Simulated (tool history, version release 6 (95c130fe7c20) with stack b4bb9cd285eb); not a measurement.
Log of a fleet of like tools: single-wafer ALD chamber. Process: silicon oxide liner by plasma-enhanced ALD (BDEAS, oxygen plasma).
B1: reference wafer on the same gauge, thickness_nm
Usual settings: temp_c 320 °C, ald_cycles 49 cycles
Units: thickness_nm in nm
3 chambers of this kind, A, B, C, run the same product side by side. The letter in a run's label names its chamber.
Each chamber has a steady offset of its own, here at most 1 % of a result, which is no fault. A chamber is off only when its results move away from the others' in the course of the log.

run 1B day=0.254 | temp_c=320 ald_cycles=49 | B1=4.4797 | thickness_nm=4.4275
run 2A day=0.517 | temp_c=320 ald_cycles=49 | B1=4.4786 | thickness_nm=4.4092
run 3C day=0.788 | temp_c=320 ald_cycles=49 | B1=4.4781 | thickness_nm=4.4259
run 4C day=1.012 | temp_c=320 ald_cycles=49 | B1=4.4837 | thickness_nm=4.4123
run 5A day=1.221 | temp_c=320 ald_cycles=49 | B1=4.4794 | thickness_nm=4.4066
run 6B day=1.471 | temp_c=320 ald_cycles=49 | B1=4.4821 | thickness_nm=4.4383
run 7C day=1.858 | temp_c=320 ald_cycles=49 | B1=4.4782 | thickness_nm=4.4135
run 8A day=2.158 | temp_c=320 ald_cycles=49 | B1=4.4775 | thickness_nm=4.4096
run 9B day=2.446 | temp_c=320 ald_cycles=49 | B1=4.4801 | thickness_nm=4.4108
run 10C day=2.788 | temp_c=320 ald_cycles=49 | B1=4.4791 | thickness_nm=4.418
run 11B day=3.067 | temp_c=320 ald_cycles=46 | B1=4.4796 | thickness_nm=4.1549
run 12A day=3.454 | temp_c=320 ald_cycles=46 | B1=4.4786 | thickness_nm=4.1244
run 13A day=3.829 | temp_c=320 ald_cycles=46 | B1=4.4798 | thickness_nm=4.1437
run 14C day=4.175 | temp_c=320 ald_cycles=49 | B1=4.4814 | thickness_nm=4.4084
run 15B day=4.433 | temp_c=320 ald_cycles=42 | B1=4.4811 | thickness_nm=3.7749
run 16C day=4.733 | temp_c=320 ald_cycles=42 | B1=4.4803 | thickness_nm=3.7941
run 17B day=5.079 | temp_c=320 ald_cycles=42 | B1=4.4801 | thickness_nm=3.7787
run 18A day=5.417 | temp_c=320 ald_cycles=49 | B1=4.4784 | thickness_nm=4.4015
run 19A day=5.646 | temp_c=320 ald_cycles=49 | B1=4.4826 | thickness_nm=4.3985
run 20C day=6.021 | temp_c=320 ald_cycles=49 | B1=4.4791 | thickness_nm=4.4268
run 21B day=6.304 | temp_c=320 ald_cycles=49 | B1=4.4777 | thickness_nm=4.4207
run 22C day=6.638 | temp_c=320 ald_cycles=57 | B1=4.48 | thickness_nm=5.1382
run 23B day=6.925 | temp_c=320 ald_cycles=57 | B1=4.4783 | thickness_nm=5.1284
run 24A day=7.154 | temp_c=320 ald_cycles=57 | B1=4.4767 | thickness_nm=5.1289
run 25B day=7.475 | temp_c=320 ald_cycles=49 | B1=4.4786 | thickness_nm=4.4092
run 26A day=7.75 | temp_c=320 ald_cycles=49 | B1=4.481 | thickness_nm=4.3929
run 27C day=7.962 | temp_c=320 ald_cycles=49 | B1=4.4827 | thickness_nm=4.4086
run 28B day=8.146 | temp_c=320 ald_cycles=49 | B1=4.4791 | thickness_nm=4.4199
run 29C day=8.358 | temp_c=320 ald_cycles=49 | B1=4.4805 | thickness_nm=4.4203
run 30A day=8.708 | temp_c=320 ald_cycles=49 | B1=4.4805 | thickness_nm=4.39

Is one chamber off against the others, does the gauge drift, or is nothing wrong? If a chamber is off, say which, and what the likeliest cause is.

No chamber stands off beyond its own small offset, and the gauge holds steady.

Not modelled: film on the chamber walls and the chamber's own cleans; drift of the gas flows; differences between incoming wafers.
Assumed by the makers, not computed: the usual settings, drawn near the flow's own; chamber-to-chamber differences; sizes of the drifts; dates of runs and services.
